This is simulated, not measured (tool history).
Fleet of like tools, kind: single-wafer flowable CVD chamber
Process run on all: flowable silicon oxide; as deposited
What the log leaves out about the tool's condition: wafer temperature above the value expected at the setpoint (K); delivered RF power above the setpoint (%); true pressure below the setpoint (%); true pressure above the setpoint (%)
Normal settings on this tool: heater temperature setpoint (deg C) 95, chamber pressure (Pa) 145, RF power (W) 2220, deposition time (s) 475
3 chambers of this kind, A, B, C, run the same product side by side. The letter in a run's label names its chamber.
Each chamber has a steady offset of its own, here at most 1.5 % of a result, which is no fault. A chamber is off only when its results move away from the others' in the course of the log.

run   hour  heater temperature setpoint (deg C)  chamber pressure (Pa)  RF power (W)  deposition time (s)  hours since the last thermocouple change  hours since the last RF generator calibration  hours since the last manometer calibration  read-back reference wafer on the same gauge, thickness_nm  mean film thickness on the monitor wafer (Å)
 1A   10.4                                   95                    145          2220                  475                                    1354.9                                         1530.1                                       661.1                                                     474.15                                        5125.6
 2B   22.8                                   95                    145          2220                  475                                      61.2                                          420.4                                       329.7                                                     473.86                                        5027.2
 3C   28.6                                   95                    145          2220                  475                                     755.8                                          911.0                                      2528.9                                                     473.94                                        5080.6
 4C   36.2                                   95                    145          2220                  475                                     763.4                                          918.6                                      2536.5                                                     473.90                                        5085.1
 5B   43.5                                   95                    121          2220                  475                                      81.9                                          441.1                                       350.4                                                     474.34                                        4062.6
 6A   49.1                                   95                    121          2220                  475                                    1393.6                                         1568.8                                       699.8                                                     474.12                                        4122.4
 7B   60.2                                   95                    121          2220                  475                                      98.6                                          457.8                                       367.1                                                     474.25                                        4040.1
 8A   66.2                                   95                    145          2220                  475                                    1410.7                                         1585.9                                       716.9                                                     473.88                                        5140.6
 9C   72.2                                   95                    145          2220                  475                                     799.4                                          954.6                                      2572.5                                                     474.18                                        5086.1
10B   81.2                                  109                    145          2220                  475                                     119.6                                          478.8                                       388.1                                                     473.96                                        3155.2
11C   91.8                                  109                    145          2220                  475                                     819.0                                          974.2                                      2592.1                                                     473.98                                        3197.0
12A  102.0                                  109                    145          2220                  475                                    1446.5                                         1621.7                                       752.7                                                     474.08                                        3210.5
13B  114.7                                   95                    145          2220                  475                                     153.1                                          512.3                                       421.6                                                     474.22                                        5009.6
14C  123.6                                   95                    145          2220                  475                                     850.8                                         1006.0                                      2623.9                                                     473.61                                        5094.8
15A  131.5                                   95                    145          2220                  475                                    1476.0                                         1651.2                                       782.2                                                     473.95                                        5056.7
16C  139.2                                   95                    145          2220                  475                                     866.4                                         1021.6                                      2639.5                                                     474.16                                        5087.1
17B  149.8                                  103                    175          2220                  475                                     188.2                                          547.4                                       456.7                                                     473.79                                        4712.2
18A  157.9                                  103                    175          2220                  475                                    1502.4                                         1677.6                                       808.6                                                     473.75                                        4755.5
19C  166.5                                  103                    175          2220                  475                                     893.7                                         1048.9                                      2666.8                                                     473.68                                        4770.7
     168.3  -- chamber C: capacitance manometer re-zeroed and calibrated
20B  178.6                                   95                    145          2220                  475                                     217.0                                          576.2                                       485.5                                                     473.84                                        5000.8
21A  187.1                                   95                    145          2220                  475                                    1531.6                                         1706.8                                       837.8                                                     473.94                                        5013.3
22B  195.4                                   95                    145          2220                  475                                     233.8                                          593.0                                       502.3                                                     473.93                                        5026.5
23C  205.8                                   95                    145          2220                  475                                     933.0                                         1088.2                                        37.5                                                     474.02                                        5086.8
24A  216.6                                   95                    145          2220                  475                                    1561.1                                         1736.3                                       867.3                                                     473.96                                        4979.0
25B  227.0                                   95                    145          2220                  475                                     265.4                                          624.6                                       533.9                                                     473.95                                        5015.2
26C  233.1                                   95                    145          2220                  475                                     960.3                                         1115.5                                        64.8                                                     474.17                                        5097.5

All chambers now run identical settings, listed one chamber a line with results as question marks. What results will each chamber show?
27A  242.4                                   95                    145          2220                  475                                                                                                                                                                                                                                             ?
27B  242.4                                   95                    145          2220                  475                                                                                                                                                                                                                                             ?
27C  242.4                                   95                    145          2220                  475                                                                                                                                                                                                                                             ?

run  mean film thickness on the monitor wafer (Å)
27A                                        4973.4
27B                                        5013.3
27C                                        5088.6

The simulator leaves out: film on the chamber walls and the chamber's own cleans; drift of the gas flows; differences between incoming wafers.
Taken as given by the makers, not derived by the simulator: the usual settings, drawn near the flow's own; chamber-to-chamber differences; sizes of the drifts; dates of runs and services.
